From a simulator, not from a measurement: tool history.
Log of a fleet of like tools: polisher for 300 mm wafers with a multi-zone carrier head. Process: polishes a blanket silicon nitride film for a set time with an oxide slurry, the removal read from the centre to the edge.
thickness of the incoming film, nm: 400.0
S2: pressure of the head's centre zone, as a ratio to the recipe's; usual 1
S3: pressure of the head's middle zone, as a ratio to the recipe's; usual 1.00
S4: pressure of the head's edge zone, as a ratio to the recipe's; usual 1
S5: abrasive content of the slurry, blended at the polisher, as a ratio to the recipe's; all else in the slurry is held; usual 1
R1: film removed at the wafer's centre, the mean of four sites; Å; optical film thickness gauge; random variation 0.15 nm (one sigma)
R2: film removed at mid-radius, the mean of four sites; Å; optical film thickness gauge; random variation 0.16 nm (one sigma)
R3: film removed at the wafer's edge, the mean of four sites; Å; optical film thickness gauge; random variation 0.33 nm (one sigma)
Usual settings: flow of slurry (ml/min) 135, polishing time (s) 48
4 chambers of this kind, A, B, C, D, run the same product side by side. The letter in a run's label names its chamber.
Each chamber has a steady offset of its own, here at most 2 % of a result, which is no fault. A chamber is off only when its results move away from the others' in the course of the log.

At hour 0.2: chamber B: centre zone pressure recalibrated.
Run 1A, hour 11.7: usual settings. Result: R1 225.53 Å, R2 227.20 Å, R3 224.77 Å.
At hour 15.0: chamber A: slurry nozzle cleaned.
Run 2D, hour 21.7: usual settings. Result: R1 225.58 Å, R2 227.24 Å, R3 224.64 Å.
At hour 31.2: chamber D: edge zone pressure recalibrated.
At hour 32.9: chamber D: worn pad replaced by a new one.
Run 3C, hour 33.9: usual settings. Result: R1 224.82 Å, R2 221.87 Å, R3 213.22 Å.
Run 4B, hour 47.0: usual settings. Result: R1 229.30 Å, R2 224.83 Å, R3 219.01 Å.
Run 5A, hour 54.6: usual settings. Result: R1 228.48 Å, R2 229.40 Å, R3 224.64 Å.
Run 6D, hour 62.0: usual settings but polishing time (s) 59. Result: R1 275.98 Å, R2 277.55 Å, R3 287.76 Å.
Run 7C, hour 74.5: usual settings but polishing time (s) 59. Result: R1 273.59 Å, R2 276.66 Å, R3 273.62 Å.
At hour 81.5: chamber B: slurry nozzle cleaned.
At hour 83.8: chamber A: worn pad replaced by a new one.
Run 8B, hour 87.3: usual settings but polishing time (s) 59. Result: R1 277.13 Å, R2 276.62 Å, R3 267.06 Å.
Run 9B, hour 95.6: usual settings but polishing time (s) 59. Result: R1 279.59 Å, R2 280.16 Å, R3 283.37 Å.
At hour 103.2: chamber B: edge zone pressure recalibrated.
Run 10C, hour 106.2: usual settings. Result: R1 224.47 Å, R2 224.71 Å, R3 225.21 Å.
At hour 106.3: chamber B: worn pad replaced by a new one.
At hour 108.8: chamber A: edge zone pressure recalibrated.
Run 11A, hour 112.7: usual settings. Result: R1 223.21 Å, R2 226.93 Å, R3 232.99 Å.
Run 12D, hour 125.9: usual settings. Result: R1 222.83 Å, R2 226.15 Å, R3 226.11 Å.
Run 13C, hour 140.1: usual settings. Result: R1 223.83 Å, R2 225.39 Å, R3 221.69 Å.
Run 14B, hour 147.5: usual settings. Result: R1 227.18 Å, R2 227.72 Å, R3 220.95 Å.
Run 15A, hour 158.8: usual settings. Result: R1 226.92 Å, R2 230.20 Å, R3 220.51 Å.
At hour 160.5: chamber C: worn pad replaced by a new one.
Run 16D, hour 173.6: usual settings. Result: R1 224.00 Å, R2 225.45 Å, R3 230.21 Å.
At hour 178.4: chamber C: slurry nozzle cleaned.
Run 17C, hour 180.4: usual settings. Result: R1 222.23 Å, R2 222.76 Å, R3 218.69 Å.
At hour 181.8: chamber A: worn pad replaced by a new one.
At hour 186.1: chamber D: worn pad replaced by a new one.
Run 18A, hour 193.7: usual settings. Result: R1 226.58 Å, R2 224.42 Å, R3 223.88 Å.
Run 19B, hour 201.2: usual settings. Result: R1 225.49 Å, R2 225.02 Å, R3 219.52 Å.
Run 20D, hour 209.0: usual settings. Result: R1 223.43 Å, R2 228.08 Å, R3 226.02 Å.
Run 21A, hour 217.4: usual settings. Result: R1 225.46 Å, R2 229.32 Å, R3 227.50 Å.
Run 22C, hour 230.0: usual settings. Result: R1 222.53 Å, R2 224.98 Å, R3 221.33 Å.
Run 23D, hour 237.5: usual settings. Result: R1 224.75 Å, R2 228.87 Å, R3 225.08 Å.
At hour 243.8: chamber B: worn pad replaced by a new one.
Run 24B, hour 245.5: usual settings. Result: R1 225.92 Å, R2 226.73 Å, R3 226.40 Å.
At hour 254.4: chamber C: centre zone pressure recalibrated.
Run 25B, hour 255.0: usual settings. Result: R1 226.21 Å, R2 222.52 Å, R3 224.26 Å.
Run 26C, hour 264.6: usual settings. Result: R1 205.69 Å, R2 225.84 Å, R3 216.55 Å.
Run 27D, hour 272.3: usual settings. Result: R1 227.18 Å, R2 226.47 Å, R3 230.10 Å.
At hour 278.0: chamber A: worn pad replaced by a new one.
Run 28A, hour 279.6: usual settings. Result: R1 225.06 Å, R2 225.76 Å, R3 226.22 Å.
Run 29B, hour 292.5: usual settings. Result: R1 225.34 Å, R2 226.65 Å, R3 225.10 Å.
At hour 298.3: chamber C: worn pad replaced by a new one.
Run 30A, hour 302.1: usual settings. Result: R1 226.11 Å, R2 226.64 Å, R3 222.69 Å.
At hour 305.4: chamber D: worn pad replaced by a new one.
At hour 312.4: chamber D: slurry nozzle cleaned.
Run 31C, hour 314.3: usual settings. Result: R1 206.39 Å, R2 225.37 Å, R3 217.79 Å.
At hour 325.6: chamber D: centre zone pressure recalibrated.
Run 32D, hour 329.0: usual settings. Result: R1 226.93 Å, R2 224.12 Å, R3 229.59 Å.
Run 33A, hour 340.1: usual settings. Result: R1 224.68 Å, R2 226.63 Å, R3 218.63 Å.
Run 34C, hour 352.8: usual settings. Result: R1 206.80 Å, R2 224.76 Å, R3 226.40 Å.
Run 35B, hour 360.8: usual settings. Result: R1 224.88 Å, R2 223.50 Å, R3 214.71 Å.
Run 36D, hour 373.8: usual settings. Result: R1 224.81 Å, R2 224.23 Å, R3 226.98 Å.
Run 37B, hour 383.7: usual settings. Result: R1 227.39 Å, R2 226.65 Å, R3 223.07 Å.
Run 38A, hour 391.5: usual settings but flow of slurry (ml/min) 170, S3 1.06. Result: R1 236.44 Å, R2 250.23 Å, R3 229.57 Å.
At hour 398.6: chamber A: worn pad replaced by a new one.
Run 39D, hour 403.8: usual settings but flow of slurry (ml/min) 170, S3 1.06. Result: R1 236.59 Å, R2 249.54 Å, R3 237.02 Å.
Run 40C, hour 410.2: usual settings but flow of slurry (ml/min) 170, S3 1.06. Result: R1 217.99 Å, R2 249.24 Å, R3 232.61 Å.
Run 41C, hour 419.5: usual settings but flow of slurry (ml/min) 170, S3 1.06. Result: R1 219.73 Å, R2 247.33 Å, R3 227.99 Å.
At hour 428.8: chamber A: slurry nozzle cleaned.
Run 42A, hour 431.3: usual settings. Result: R1 225.80 Å, R2 226.79 Å, R3 228.88 Å.

All 4 chambers run these settings next. Forecast each chamber's results:
Run 43A, hour 441.9: usual settings but S3 1.10. Result: R1 ?, R2 ?, R3 ?.
Run 43B, hour 441.9: usual settings but S3 1.10. Result: R1 ?, R2 ?, R3 ?.
Run 43C, hour 441.9: usual settings but S3 1.10. Result: R1 ?, R2 ?, R3 ?.
Run 43D, hour 441.9: usual settings but S3 1.10. Result: R1 ?, R2 ?, R3 ?.

run      R1      R2      R3
43A  225.38  248.67  225.70
43B  228.36  245.31  223.66
43C  205.49  247.28  221.22
43D  223.31  245.23  228.26
